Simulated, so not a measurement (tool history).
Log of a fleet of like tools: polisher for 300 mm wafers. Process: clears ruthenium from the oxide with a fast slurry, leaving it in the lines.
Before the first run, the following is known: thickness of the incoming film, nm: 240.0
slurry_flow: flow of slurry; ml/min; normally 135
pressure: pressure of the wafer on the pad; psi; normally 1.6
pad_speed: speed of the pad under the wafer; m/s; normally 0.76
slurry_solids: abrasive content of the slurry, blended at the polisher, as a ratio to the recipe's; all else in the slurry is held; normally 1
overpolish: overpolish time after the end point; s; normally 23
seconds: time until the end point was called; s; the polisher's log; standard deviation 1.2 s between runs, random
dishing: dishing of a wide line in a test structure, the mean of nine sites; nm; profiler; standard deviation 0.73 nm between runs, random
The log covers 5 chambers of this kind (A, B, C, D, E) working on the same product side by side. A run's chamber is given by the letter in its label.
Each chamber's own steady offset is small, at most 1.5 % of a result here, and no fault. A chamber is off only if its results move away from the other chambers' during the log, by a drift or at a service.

run   hour  slurry_flow  pressure  pad_speed  slurry_solids  overpolish  wafers polished on this pad  hours since the slurry nozzle was cleaned  hours since the head pressure was calibrated  hours since the slurry blender was calibrated  seconds  dishing
 1C      3          135       1.6       0.76              1          23                          896                                      104.9                                         122.1                                          129.2   139.67   32.468
       4.8  -- chamber C: slurry blender recalibrated
 2E    5.8          135       1.6       0.76              1          23                         1086                                       90.8                                         382.7                                          112.6   138.17   32.186
 3D   10.7          135       1.6       0.76              1          23                          801                                      147.4                                            13                                          199.3   141.51   31.615
 4B   14.8          135       1.6       0.76              1          23                          392                                      199.4                                          64.9                                          136.7   139.89    31.58
 5A   19.8          135       1.6       0.76              1          23                          477                                      271.5                                         443.7                                          284.5   138.05   33.955
      20.6  -- chamber E: worn pad replaced by a new one
 6E   22.1          135       1.6       0.76              1          23                           13                                      107.1                                           399                                          128.9   137.11   32.422
 7A   25.8          135       1.6       0.76              1          23                          526                                      277.5                                         449.7                                          290.5   139.15   33.685
 8D   29.1          135       1.6       0.76              1          23                          954                                      165.8                                          31.4                                          217.7   141.42   33.111
      34.1  -- chamber A: slurry nozzle cleaned
 9B   34.1          160       1.6       0.76              1          23                          552                                      218.7                                          84.2                                            156   137.56   33.771
10C     39          160       1.6       0.76              1          23                         1195                                      140.9                                         158.1                                           34.2   135.81   33.599
      41.4  -- chamber C: worn pad replaced by a new one
11B   43.4          160       1.6       0.76              1          23                          630                                        228                                          93.5                                          165.3   138.52   32.941
12D   47.6          160       1.6       0.76              1          23                         1108                                      184.3                                          49.9                                          236.2   137.41   32.208
13A     50          160       1.6       0.76              1          23                          727                                       15.9                                         473.9                                          314.7   135.32   34.647
14C   53.4          135       1.6       0.76              1          23                          100                                      155.3                                         172.5                                           48.6   138.54   33.301
15E   56.9          135       1.6       0.76              1          23                          302                                      141.9                                         433.8                                          163.7   137.13    31.68
16E   61.8          135       1.6       0.76              1          23                          342                                      146.8                                         438.7                                          168.6   137.83   33.316
      62.4  -- chamber D: worn pad replaced by a new one
17B   64.2          135       1.6       0.76              1          23                          802                                      248.8                                         114.3                                          186.1   145.47   30.937
18A   67.5          135       1.6       0.76              1          23                          873                                       33.4                                         491.4                                          332.2   141.37   32.232
19D   71.2          135       1.6       0.76              1          23                           73                                      207.9                                          73.5                                          259.8   142.45   32.882
20C     74          135       1.6       0.76              1          23                          271                                      175.9                                         193.1                                           69.2   138.65    33.77
21E     78          135       1.6       0.76              1          23                          477                                        163                                         454.9                                          184.8   139.67   32.367
22B     83          135       1.6       0.76              1          23                          958                                      267.6                                         133.1                                          204.9   148.42   31.143
23A   88.1          165       1.6       0.76              1          23                         1044                                         54                                           512                                          352.8   135.54   33.337
24D   91.8          165       1.6       0.76              1          23                          244                                      228.5                                          94.1                                          280.4   136.26   33.855
25C     95          165       1.6       0.76              1          23                          445                                      196.9                                         214.1                                           90.2   136.21   32.482
      95.2  -- chamber A: worn pad replaced by a new one
26D   98.1          165       1.6       0.76              1          23                          296                                      234.8                                         100.4                                          286.7   135.73    32.96
     100.7  -- chamber B: slurry blender recalibrated
27C  101.5          165       1.6       0.76              1          23                          499                                      203.4                                         220.6                                           96.7   135.01   33.505
28B  105.8          135       1.6       0.76              1          23                         1148                                      290.4                                         155.9                                            5.2   151.13   30.862
29A  109.5          135       1.6       0.76            1.2          23                          118                                       75.4                                         533.4                                          374.2   128.84   34.207
30E  113.1          135       1.6       0.76            1.2          23                          768                                      198.1                                           490                                          219.9   127.81   35.288
31B  115.7          135       1.6       0.76            1.2          23                         1230                                      300.3                                         165.8                                           15.1   140.18   32.509

Is one chamber out of step, is the gauge drifting, or do the chambers differ by no more than their own small offsets? For an off chamber, give its letter and the likeliest cause.

It is chamber B that slowly wanders off from its peers.
Cause: removal rate lost through wear of the pad, % = 8.1.
From this log alone, it may not be told apart from: slurry flow missing at the pad, %; head's pressure below its setpoint, %.

Which of the 4 candidates below, each the usual settings with something changed and its results left as question marks, puts chamber B back in line with what the other chambers give on the usual settings?
In line means no further than this from the other chambers' mean on the usual settings: seconds 4.3 s; dishing 2.5 nm
32B-1  119.5          135       1.7       0.82           1.05          23                                                                                                                                                                             ?        ?
32B-2  119.5          135       1.5       0.74              1          23                                                                                                                                                                             ?        ?
32B-3  119.5          135       1.5        0.7              1          23                                                                                                                                                                             ?        ?
32B-4  119.5          135       1.7       0.78              1          23                                                                                                                                                                             ?        ?

What the other chambers average on the usual settings: seconds 139.91 s; dishing 32.414 nm
  run  seconds  dishing
32B-1   130.01   34.473
32B-2   167.43   27.397
32B-3   177.14    26.01
32B-4    139.8   32.293
32B-4 brings the chamber back in line.
